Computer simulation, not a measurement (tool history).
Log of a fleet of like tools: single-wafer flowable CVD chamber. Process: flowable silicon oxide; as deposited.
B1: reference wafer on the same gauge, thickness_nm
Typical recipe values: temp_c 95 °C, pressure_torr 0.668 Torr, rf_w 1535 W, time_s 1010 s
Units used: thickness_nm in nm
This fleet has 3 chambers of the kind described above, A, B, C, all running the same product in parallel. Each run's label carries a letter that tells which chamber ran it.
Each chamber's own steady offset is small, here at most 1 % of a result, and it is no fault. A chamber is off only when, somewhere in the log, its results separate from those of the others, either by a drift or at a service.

run 1C hour=7.3 | temp_c=95 pressure_torr=0.668 rf_w=1535 time_s=1010 | B1=542.85 | thickness_nm=530
run 2A hour=15 | temp_c=95 pressure_torr=0.668 rf_w=1535 time_s=1010 | B1=543.33 | thickness_nm=528.13
run 3B hour=20.1 | temp_c=95 pressure_torr=0.668 rf_w=1535 time_s=1010 | B1=543.02 | thickness_nm=529.51
run 4C hour=27.5 | temp_c=95 pressure_torr=0.668 rf_w=1535 time_s=1010 | B1=543.11 | thickness_nm=523.02
run 5A hour=37.1 | temp_c=109 pressure_torr=0.769 rf_w=1535 time_s=1010 | B1=543.17 | thickness_nm=401.52
run 6B hour=42.8 | temp_c=109 pressure_torr=0.769 rf_w=1535 time_s=1010 | B1=542.85 | thickness_nm=402.69
run 7B hour=48.5 | temp_c=109 pressure_torr=0.769 rf_w=1535 time_s=1010 | B1=543.06 | thickness_nm=403.26
run 8A hour=59.7 | temp_c=95 pressure_torr=0.668 rf_w=1650 time_s=1010 | B1=542.98 | thickness_nm=538.8
run 9C hour=70.2 | temp_c=95 pressure_torr=0.668 rf_w=1650 time_s=1010 | B1=543.38 | thickness_nm=533.59
run 10B hour=79.3 | temp_c=95 pressure_torr=0.668 rf_w=1650 time_s=1010 | B1=542.82 | thickness_nm=537.68
run 11C hour=89 | temp_c=95 pressure_torr=0.668 rf_w=1535 time_s=1010 | B1=542.93 | thickness_nm=525.38
run 12A hour=98.1 | temp_c=95 pressure_torr=0.668 rf_w=1535 time_s=1010 | B1=543.34 | thickness_nm=526.1
run 13B hour=107.5 | temp_c=95 pressure_torr=0.668 rf_w=1535 time_s=1010 | B1=543.16 | thickness_nm=531.47
run 14A hour=116.8 | temp_c=95 pressure_torr=0.668 rf_w=1535 time_s=1010 | B1=542.96 | thickness_nm=528.26
run 15C hour=123.5 | temp_c=95 pressure_torr=0.668 rf_w=1685 time_s=1170 | B1=542.68 | thickness_nm=619.46
run 16C hour=128.7 | temp_c=95 pressure_torr=0.668 rf_w=1685 time_s=1170 | B1=542.41 | thickness_nm=629.02
run 17A hour=135.7 | temp_c=95 pressure_torr=0.668 rf_w=1685 time_s=1170 | B1=542.73 | thickness_nm=629.94
-- hour=138.5 chamber B: capacitance manometer re-zeroed and calibrated
run 18B hour=145.2 | temp_c=95 pressure_torr=0.668 rf_w=1535 time_s=1010 | B1=543.62 | thickness_nm=523.29
-- hour=155.1 chamber A: RF generator calibrated
run 19C hour=156.3 | temp_c=95 pressure_torr=0.668 rf_w=1535 time_s=1010 | B1=542.8 | thickness_nm=524.78
run 20A hour=165.1 | temp_c=95 pressure_torr=0.668 rf_w=1535 time_s=1010 | B1=543.26 | thickness_nm=534.78
run 21B hour=176 | temp_c=95 pressure_torr=0.668 rf_w=1535 time_s=1010 | B1=542.13 | thickness_nm=531.57
run 22B hour=186 | temp_c=95 pressure_torr=0.605 rf_w=1535 time_s=1010 | B1=543.02 | thickness_nm=464.49
-- hour=191.8 chamber B: thermocouple changed; heater temperature recalibrated
run 23A hour=197 | temp_c=95 pressure_torr=0.605 rf_w=1535 time_s=1010 | B1=543.2 | thickness_nm=467.31
run 24C hour=203.7 | temp_c=95 pressure_torr=0.605 rf_w=1535 time_s=1010 | B1=542.75 | thickness_nm=458.76
run 25B hour=208.7 | temp_c=95 pressure_torr=0.668 rf_w=1535 time_s=1010 | B1=543.31 | thickness_nm=551.42
run 26C hour=214 | temp_c=95 pressure_torr=0.668 rf_w=1535 time_s=1010 | B1=543.2 | thickness_nm=522.98
run 27A hour=221.4 | temp_c=88 pressure_torr=0.668 rf_w=1795 time_s=1010 | B1=543.21 | thickness_nm=702.87
run 28B hour=230.1 | temp_c=88 pressure_torr=0.668 rf_w=1795 time_s=1010 | B1=542.87 | thickness_nm=719.48
run 29A hour=241 | temp_c=88 pressure_torr=0.668 rf_w=1795 time_s=1010 | B1=543.01 | thickness_nm=693.89
run 30C hour=250.2 | temp_c=95 pressure_torr=0.668 rf_w=1535 time_s=1010 | B1=542.74 | thickness_nm=530.49
-- hour=253.1 chamber C: thermocouple changed; heater temperature recalibrated
run 31C hour=256.7 | temp_c=95 pressure_torr=0.668 rf_w=1535 time_s=1010 | B1=542.89 | thickness_nm=527.95
run 32A hour=263.4 | temp_c=95 pressure_torr=0.668 rf_w=1535 time_s=1010 | B1=543.76 | thickness_nm=530.6
-- hour=272.8 chamber C: RF generator calibrated
run 33B hour=273.6 | temp_c=95 pressure_torr=0.668 rf_w=1535 time_s=1010 | B1=542.71 | thickness_nm=549.68
run 34A hour=278.9 | temp_c=95 pressure_torr=0.668 rf_w=1535 time_s=1010 | B1=542.7 | thickness_nm=529.74
run 35C hour=287 | temp_c=95 pressure_torr=0.668 rf_w=1535 time_s=1010 | B1=542.43 | thickness_nm=528.23
run 36B hour=297.9 | temp_c=95 pressure_torr=0.668 rf_w=1535 time_s=1010 | B1=542.22 | thickness_nm=550.34
run 37B hour=306.6 | temp_c=95 pressure_torr=0.668 rf_w=1535 time_s=1010 | B1=543.5 | thickness_nm=548.1
run 38A hour=317.1 | temp_c=95 pressure_torr=0.668 rf_w=1685 time_s=1010 | B1=543.29 | thickness_nm=539.25
run 39C hour=323.3 | temp_c=95 pressure_torr=0.668 rf_w=1685 time_s=1010 | B1=543.32 | thickness_nm=537.64
run 40C hour=328.9 | temp_c=95 pressure_torr=0.668 rf_w=1685 time_s=1010 | B1=542.62 | thickness_nm=537.33
run 41A hour=335.8 | temp_c=95 pressure_torr=0.668 rf_w=1535 time_s=1010 | B1=543.06 | thickness_nm=526.82
run 42B hour=343.7 | temp_c=95 pressure_torr=0.668 rf_w=1535 time_s=1010 | B1=543.35 | thickness_nm=548.17

What goes on in this fleet: one chamber off, a drifting gauge, or nothing beyond the chambers' own small offsets? Name the chamber and the cause, if any.

Chamber B has stood off from the others ever since a service on it.
What lies behind it: wafer temperature below the value expected at the setpoint (K) = 1.17.

Here are 4 candidates for chamber B's next run, each the usual settings with a change, their results left as question marks. Which one brings its results back in line with what the others give on the usual settings?
To be in line, a result may differ from the other chambers' mean on the usual settings by at most: thickness_nm 8.9 nm
run 43B-1 hour=351.9 | temp_c=96 pressure_torr=0.662 rf_w=1535 time_s=1010 | thickness_nm=?
run 43B-2 hour=351.9 | temp_c=94 pressure_torr=0.674 rf_w=1535 time_s=1010 | thickness_nm=?
run 43B-3 hour=351.9 | temp_c=95 pressure_torr=0.693 rf_w=1545 time_s=1030 | thickness_nm=?
run 43B-4 hour=351.9 | temp_c=96 pressure_torr=0.658 rf_w=1530 time_s=1000 | thickness_nm=?

Mean of the other chambers on the usual settings: thickness_nm 528.35 nm
run=43B-1 thickness_nm=526.82
run=43B-2 thickness_nm=576.88
run=43B-3 thickness_nm=592.08
run=43B-4 thickness_nm=516.75
The answer is 43B-1, which returns the chamber to within the allowed miss of the others.
